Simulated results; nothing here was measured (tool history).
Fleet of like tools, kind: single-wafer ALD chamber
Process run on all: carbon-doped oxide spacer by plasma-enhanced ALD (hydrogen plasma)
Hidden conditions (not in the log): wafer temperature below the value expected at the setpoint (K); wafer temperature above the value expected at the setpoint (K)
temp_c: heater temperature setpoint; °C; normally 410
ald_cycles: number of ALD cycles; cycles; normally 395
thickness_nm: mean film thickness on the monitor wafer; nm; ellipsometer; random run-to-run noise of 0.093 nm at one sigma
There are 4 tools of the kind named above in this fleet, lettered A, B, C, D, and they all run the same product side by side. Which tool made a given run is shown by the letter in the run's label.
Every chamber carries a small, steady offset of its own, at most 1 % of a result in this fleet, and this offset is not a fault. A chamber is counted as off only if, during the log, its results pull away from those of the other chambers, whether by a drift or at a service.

run,day,temp_c,ald_cycles,hours since the last thermocouple change,"read-back reference wafer on the same gauge, thickness_nm",thickness_nm
1A,0.246,410,395,954.4,21.991,19.146
2C,0.450,410,395,172.5,22.002,19.215
3B,0.850,410,395,2008.3,22.024,19.095
4D,1.229,410,395,837.6,21.980,18.991
5B,1.646,418,343,2027.4,22.013,16.153
6D,1.833,418,343,852.1,22.005,16.183
7C,2.067,418,343,211.3,21.980,16.098
8A,2.246,418,343,1002.4,21.991,16.231
9B,2.638,410,395,2051.2,22.018,19.160
10D,2.829,410,395,876.0,22.005,18.989
11A,3.208,410,395,1025.5,22.017,19.259
12C,3.550,410,395,246.9,21.984,19.010
13D,3.733,410,395,897.7,22.006,18.925
# day 3.917: chamber B: thermocouple changed; heater temperature recalibrated
14A,4.104,410,395,1047.0,21.993,19.221
15C,4.371,410,395,266.6,22.016,19.257
16B,4.654,410,395,17.8,21.988,19.294
17A,5.033,410,395,1069.3,22.018,19.272
18C,5.438,410,395,292.2,22.018,19.102
19D,5.821,410,395,947.8,22.017,18.907
20B,6.154,410,395,53.8,21.996,19.349
21D,6.488,410,395,963.8,22.014,18.995
22A,6.725,410,395,1109.9,22.006,19.231
23C,7.062,410,395,331.2,22.009,18.968
24B,7.388,410,395,83.4,21.982,19.107
25D,7.633,410,395,991.3,21.994,18.816
26C,7.850,401,421,350.1,21.970,21.074
27B,8.225,401,421,103.5,21.979,21.028
28A,8.404,401,421,1150.2,22.005,21.059
29B,8.671,401,421,114.2,22.020,20.945
30C,8.958,410,353,376.7,22.010,17.158
31A,9.171,410,353,1168.6,21.998,17.215
32D,9.354,410,353,1032.6,22.011,16.892
33A,9.625,410,353,1179.5,21.990,16.971
34B,10.038,410,395,147.0,21.978,19.241

What goes on in this fleet: one chamber off, a drifting gauge, or nothing beyond the chambers' own small offsets? Name the chamber and the cause, if any.

The fleet is healthy, with each chamber sitting at its usual small offset and no drift in the gauge.
